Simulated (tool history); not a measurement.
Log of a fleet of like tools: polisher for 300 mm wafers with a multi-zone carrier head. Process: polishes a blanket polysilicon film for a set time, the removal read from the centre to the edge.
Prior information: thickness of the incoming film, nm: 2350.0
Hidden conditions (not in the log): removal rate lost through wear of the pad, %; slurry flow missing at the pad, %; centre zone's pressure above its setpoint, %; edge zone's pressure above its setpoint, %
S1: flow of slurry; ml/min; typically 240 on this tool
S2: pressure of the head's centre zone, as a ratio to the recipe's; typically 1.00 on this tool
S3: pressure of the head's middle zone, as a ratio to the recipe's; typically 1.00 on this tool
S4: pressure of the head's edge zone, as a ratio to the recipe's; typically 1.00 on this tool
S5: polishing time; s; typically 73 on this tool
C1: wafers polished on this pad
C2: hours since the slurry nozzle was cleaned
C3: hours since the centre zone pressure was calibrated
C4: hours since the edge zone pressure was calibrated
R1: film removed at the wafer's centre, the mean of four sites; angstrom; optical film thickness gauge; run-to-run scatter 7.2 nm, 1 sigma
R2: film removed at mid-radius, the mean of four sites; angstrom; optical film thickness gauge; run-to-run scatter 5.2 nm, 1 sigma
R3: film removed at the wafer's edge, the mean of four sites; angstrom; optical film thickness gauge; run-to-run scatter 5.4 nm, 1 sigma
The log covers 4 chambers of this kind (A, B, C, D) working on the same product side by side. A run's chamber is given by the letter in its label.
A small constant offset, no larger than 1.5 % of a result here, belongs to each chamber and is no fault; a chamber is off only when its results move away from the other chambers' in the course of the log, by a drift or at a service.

run 1C day=0.333 | S1=240 S2=1.00 S3=1.00 S4=1.00 S5=73 | C1=938 C2=195.9 C3=398.9 C4=342.2 | R1=5621.2 R2=5743.6 R3=5641.4
run 2D day=0.854 | S1=240 S2=1.00 S3=1.00 S4=1.00 S5=73 | C1=164 C2=586.6 C3=368.2 C4=268.5 | R1=5717.5 R2=5598.6 R3=5656.6
run 3A day=1.333 | S1=240 S2=1.00 S3=1.00 S4=1.00 S5=73 | C1=300 C2=578.8 C3=882.5 C4=878.4 | R1=5591.6 R2=5494.9 R3=5635.2
run 4B day=1.771 | S1=240 S2=1.00 S3=1.00 S4=1.00 S5=73 | C1=703 C2=285.5 C3=869.0 C4=257.6 | R1=5598.7 R2=5734.8 R3=5617.5
run 5C day=2.100 | S1=240 S2=1.00 S3=1.00 S4=1.00 S5=73 | C1=1223 C2=238.3 C3=441.3 C4=384.6 | R1=5746.8 R2=5664.3 R3=5573.8
-- day=2.317 chamber A: centre zone pressure recalibrated
run 6A day=2.362 | S1=240 S2=1.00 S3=1.00 S4=1.00 S5=73 | C1=466 C2=603.5 C3=1.2 C4=903.1 | R1=5581.9 R2=5570.9 R3=5616.9
run 7D day=2.638 | S1=240 S2=1.00 S3=1.00 S4=1.00 S5=73 | C1=452 C2=629.4 C3=411.0 C4=311.3 | R1=5770.8 R2=5670.5 R3=5616.5
-- day=2.746 chamber A: slurry nozzle cleaned
-- day=2.796 chamber B: worn pad replaced by a new one
run 8B day=3.204 | S1=240 S2=1.00 S3=1.00 S4=1.00 S5=73 | C1=66 C2=319.9 C3=903.4 C4=292.0 | R1=5619.8 R2=5755.2 R3=5501.1
-- day=3.262 chamber C: worn pad replaced by a new one
run 9B day=3.738 | S1=240 S2=1.00 S3=1.00 S4=1.00 S5=73 | C1=152 C2=332.7 C3=916.2 C4=304.8 | R1=5573.2 R2=5697.3 R3=5671.2
run 10C day=4.129 | S1=240 S2=1.00 S3=1.00 S4=1.00 S5=73 | C1=140 C2=287.0 C3=490.0 C4=433.3 | R1=5659.0 R2=5641.3 R3=5580.0
-- day=4.379 chamber D: worn pad replaced by a new one
run 11D day=4.562 | S1=240 S2=1.00 S3=1.00 S4=1.00 S5=73 | C1=29 C2=675.6 C3=457.2 C4=357.5 | R1=5788.1 R2=5608.1 R3=5556.4
run 12A day=5.096 | S1=240 S2=1.00 S3=1.00 S4=1.00 S5=73 | C1=906 C2=56.4 C3=66.8 C4=968.7 | R1=5615.2 R2=5497.3 R3=5677.2
-- day=5.467 chamber D: slurry nozzle cleaned
run 13C day=5.654 | S1=240 S2=1.00 S3=1.00 S4=1.00 S5=73 | C1=385 C2=323.6 C3=526.6 C4=469.9 | R1=5676.4 R2=5799.1 R3=5609.0
-- day=5.933 chamber A: worn pad replaced by a new one
run 14D day=6.038 | S1=240 S2=1.00 S3=1.00 S4=1.00 S5=73 | C1=267 C2=13.8 C3=492.6 C4=392.9 | R1=5583.4 R2=5678.6 R3=5626.1
run 15B day=6.350 | S1=240 S2=1.00 S3=1.00 S4=1.00 S5=73 | C1=573 C2=395.4 C3=978.9 C4=367.5 | R1=5509.8 R2=5725.4 R3=5566.4
run 16A day=6.933 | S1=240 S2=1.00 S3=1.00 S4=1.00 S5=73 | C1=161 C2=100.5 C3=110.9 C4=1012.8 | R1=5597.2 R2=5626.9 R3=5685.2
run 17B day=7.400 | S1=240 S2=1.07 S3=1.08 S4=1.00 S5=73 | C1=742 C2=420.6 C3=1004.1 C4=392.7 | R1=6072.3 R2=6103.8 R3=5460.2
run 18C day=7.662 | S1=240 S2=1.07 S3=1.08 S4=1.00 S5=73 | C1=709 C2=371.8 C3=574.8 C4=518.1 | R1=6086.6 R2=5992.8 R3=5511.0
-- day=7.850 chamber B: slurry nozzle cleaned
run 19D day=8.138 | S1=240 S2=1.07 S3=1.08 S4=1.00 S5=73 | C1=605 C2=64.2 C3=543.0 C4=443.3 | R1=6020.3 R2=6094.2 R3=5532.4
run 20A day=8.708 | S1=240 S2=1.07 S3=1.08 S4=1.00 S5=73 | C1=447 C2=143.1 C3=153.5 C4=1055.4 | R1=6130.8 R2=6082.1 R3=5621.3
run 21D day=9.171 | S1=240 S2=1.00 S3=1.00 S4=1.00 S5=53 | C1=772 C2=89.0 C3=567.8 C4=468.1 | R1=4048.7 R2=4127.6 R3=4120.9
run 22B day=9.488 | S1=240 S2=1.00 S3=1.00 S4=1.00 S5=53 | C1=1078 C2=39.3 C3=1054.2 C4=442.8 | R1=4080.5 R2=4075.5 R3=4091.2
-- day=9.512 chamber D: worn pad replaced by a new one
run 23C day=10.025 | S1=240 S2=1.00 S3=1.00 S4=1.00 S5=53 | C1=1090 C2=428.5 C3=631.5 C4=574.8 | R1=4087.4 R2=4168.8 R3=4049.7
run 24A day=10.554 | S1=240 S2=1.00 S3=1.00 S4=1.00 S5=53 | C1=744 C2=187.4 C3=197.8 C4=1099.7 | R1=4037.4 R2=3963.0 R3=4045.3
run 25D day=11.146 | S1=240 S2=1.00 S3=1.00 S4=0.94 S5=59 | C1=263 C2=136.4 C3=615.2 C4=515.5 | R1=4615.3 R2=4488.4 R3=4370.9

Next, all 4 chambers run the settings below, one line each with question marks for the results. What does each chamber give?
run 26A day=11.567 | S1=240 S2=1.00 S3=1.00 S4=1.11 S5=73 | R1=? R2=? R3=?
run 26B day=11.567 | S1=240 S2=1.00 S3=1.00 S4=1.11 S5=73 | R1=? R2=? R3=?
run 26C day=11.567 | S1=240 S2=1.00 S3=1.00 S4=1.11 S5=73 | R1=? R2=? R3=?
run 26D day=11.567 | S1=240 S2=1.00 S3=1.00 S4=1.11 S5=73 | R1=? R2=? R3=?

run=26A R1=5579.8 R2=5528.8 R3=5911.1
run=26B R1=5661.4 R2=5666.8 R3=5942.2
run=26C R1=5759.5 R2=5758.3 R3=5973.3
run=26D R1=5611.2 R2=5709.2 R3=5917.9
